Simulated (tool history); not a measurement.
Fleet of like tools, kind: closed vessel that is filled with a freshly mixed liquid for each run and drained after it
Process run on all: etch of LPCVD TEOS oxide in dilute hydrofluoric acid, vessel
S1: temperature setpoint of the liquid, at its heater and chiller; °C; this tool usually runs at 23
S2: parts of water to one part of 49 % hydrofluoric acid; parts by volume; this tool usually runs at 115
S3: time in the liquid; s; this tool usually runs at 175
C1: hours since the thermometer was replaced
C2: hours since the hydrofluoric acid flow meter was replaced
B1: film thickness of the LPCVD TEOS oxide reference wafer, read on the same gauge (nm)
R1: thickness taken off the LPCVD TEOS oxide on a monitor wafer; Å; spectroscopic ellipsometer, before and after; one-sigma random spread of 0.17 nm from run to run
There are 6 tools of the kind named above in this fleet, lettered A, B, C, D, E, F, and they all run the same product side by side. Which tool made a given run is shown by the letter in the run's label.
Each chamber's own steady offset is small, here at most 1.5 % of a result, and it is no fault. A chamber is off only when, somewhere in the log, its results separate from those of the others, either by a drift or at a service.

| run | hour | S1 | S2 | S3 | C1 | C2 | B1 | R1 |
|---|---|---|---|---|---|---|---|---|
| 1A | 6.4 | 23 | 115 | 175 | 1087.7 | 406.6 | 69.979 | 243.19 |
| 2F | 13 | 23 | 115 | 175 | 167.4 | 416.1 | 69.997 | 241.95 |
| 3B | 19 | 23 | 115 | 175 | 846.2 | 264.3 | 69.981 | 239.66 |
| 4C | 24 | 23 | 115 | 175 | 392.9 | 99.3 | 70.009 | 239.23 |
| 5E | 27.6 | 23 | 115 | 175 | 444.5 | 212.8 | 70.012 | 239.72 |
| 6D | 31.3 | 23 | 115 | 175 | 1425.2 | 976.8 | 69.983 | 239.25 |
| 7B | 35.9 | 23 | 115 | 175 | 863.1 | 281.2 | 69.971 | 240.49 |
| 8A | 41.6 | 23 | 115 | 175 | 1122.9 | 441.8 | 69.963 | 240.62 |
| 9F | 47.3 | 23 | 115 | 175 | 201.7 | 450.4 | 69.972 | 244.21 |
| 10C | 53.2 | 23 | 115 | 175 | 422.1 | 128.5 | 70.006 | 242.34 |
| 11D | 57.2 | 23 | 115 | 235 | 1451.1 | 1002.7 | 69.976 | 325.05 |
| 12E | 62.9 | 23 | 115 | 235 | 479.8 | 248.1 | 69.988 | 325.51 |
| 13C | 66.7 | 23 | 115 | 235 | 435.6 | 142 | 70.001 | 329.24 |
| 14F | 74.5 | 23 | 115 | 235 | 228.9 | 477.6 | 70.012 | 329.07 |
| 15D | 78.6 | 23 | 115 | 235 | 1472.5 | 1024.1 | 70.023 | 323.7 |
| 16E | 84.7 | 23 | 115 | 235 | 501.6 | 269.9 | 69.986 | 329.18 |
| 17B | 88.8 | 23 | 115 | 175 | 916 | 334.1 | 70.007 | 238.22 |
| 18A | 94.6 | 23 | 115 | 175 | 1175.9 | 494.8 | 70.03 | 243.49 |
| 19D | 102.4 | 23 | 115 | 175 | 1496.3 | 1047.9 | 70.069 | 241.19 |
| 20A | 107 | 23 | 115 | 175 | 1188.3 | 507.2 | 69.97 | 246.66 |
| 21C | 112.3 | 23 | 115 | 175 | 481.2 | 187.6 | 69.984 | 242.27 |
| 22F | 117.7 | 23 | 150 | 120 | 272.1 | 520.8 | 70.014 | 122.66 |
| 23E | 123.4 | 23 | 150 | 120 | 540.3 | 308.6 | 69.96 | 122.5 |
| 24B | 130.5 | 23 | 150 | 120 | 957.7 | 375.8 | 70.001 | 120.19 |
| 25B | 138.3 | 23 | 150 | 120 | 965.5 | 383.6 | 70.01 | 122.98 |
| 26E | 142.9 | 23 | 150 | 120 | 559.8 | 328.1 | 70.004 | 123.19 |
| 27A | 147.5 | 23 | 150 | 120 | 1228.8 | 547.7 | 69.984 | 125.79 |
| 28C | 152.3 | 23 | 115 | 175 | 521.2 | 227.6 | 70.038 | 240.81 |
| 29D | 156.4 | 23 | 115 | 175 | 1550.3 | 1101.9 | 70.006 | 238.24 |
| 30F | 162.7 | 23 | 115 | 175 | 317.1 | 565.8 | 69.994 | 240.51 |
| 31B | 169.6 | 23 | 155 | 175 | 996.8 | 414.9 | 69.987 | 169.91 |
| 32D | 175.4 | 23 | 155 | 175 | 1569.3 | 1120.9 | 70.036 | 170.15 |
| 33F | 180.4 | 23 | 155 | 175 | 334.8 | 583.5 | 69.965 | 172.67 |
| 34A | 186.6 | 23 | 155 | 175 | 1267.9 | 586.8 | 70.016 | 180 |
| 35C | 191.2 | 23 | 155 | 175 | 560.1 | 266.5 | 70.03 | 170.8 |
| 36E | 196.7 | 23 | 155 | 175 | 613.6 | 381.9 | 69.99 | 172.17 |
| 37D | 201.5 | 21 | 115 | 95 | 1595.4 | 1147 | 70.042 | 120.17 |
| 38C | 206.6 | 21 | 115 | 95 | 575.5 | 281.9 | 69.989 | 119.35 |
| 39E | 211.9 | 21 | 115 | 95 | 628.8 | 397.1 | 69.974 | 121.14 |

Next, every chamber runs the same settings. What will each give?
| 40A | 217.8 | 23 | 115 | 175 |  |  |  | ? |
| 40B | 217.8 | 23 | 115 | 175 |  |  |  | ? |
| 40C | 217.8 | 23 | 115 | 175 |  |  |  | ? |
| 40D | 217.8 | 23 | 115 | 175 |  |  |  | ? |
| 40E | 217.8 | 23 | 115 | 175 |  |  |  | ? |
| 40F | 217.8 | 23 | 115 | 175 |  |  |  | ? |

| run | R1 |
|---|---|
| 40A | 255.17 |
| 40B | 240.76 |
| 40C | 241.74 |
| 40D | 239.28 |
| 40E | 243.29 |
| 40F | 242.06 |
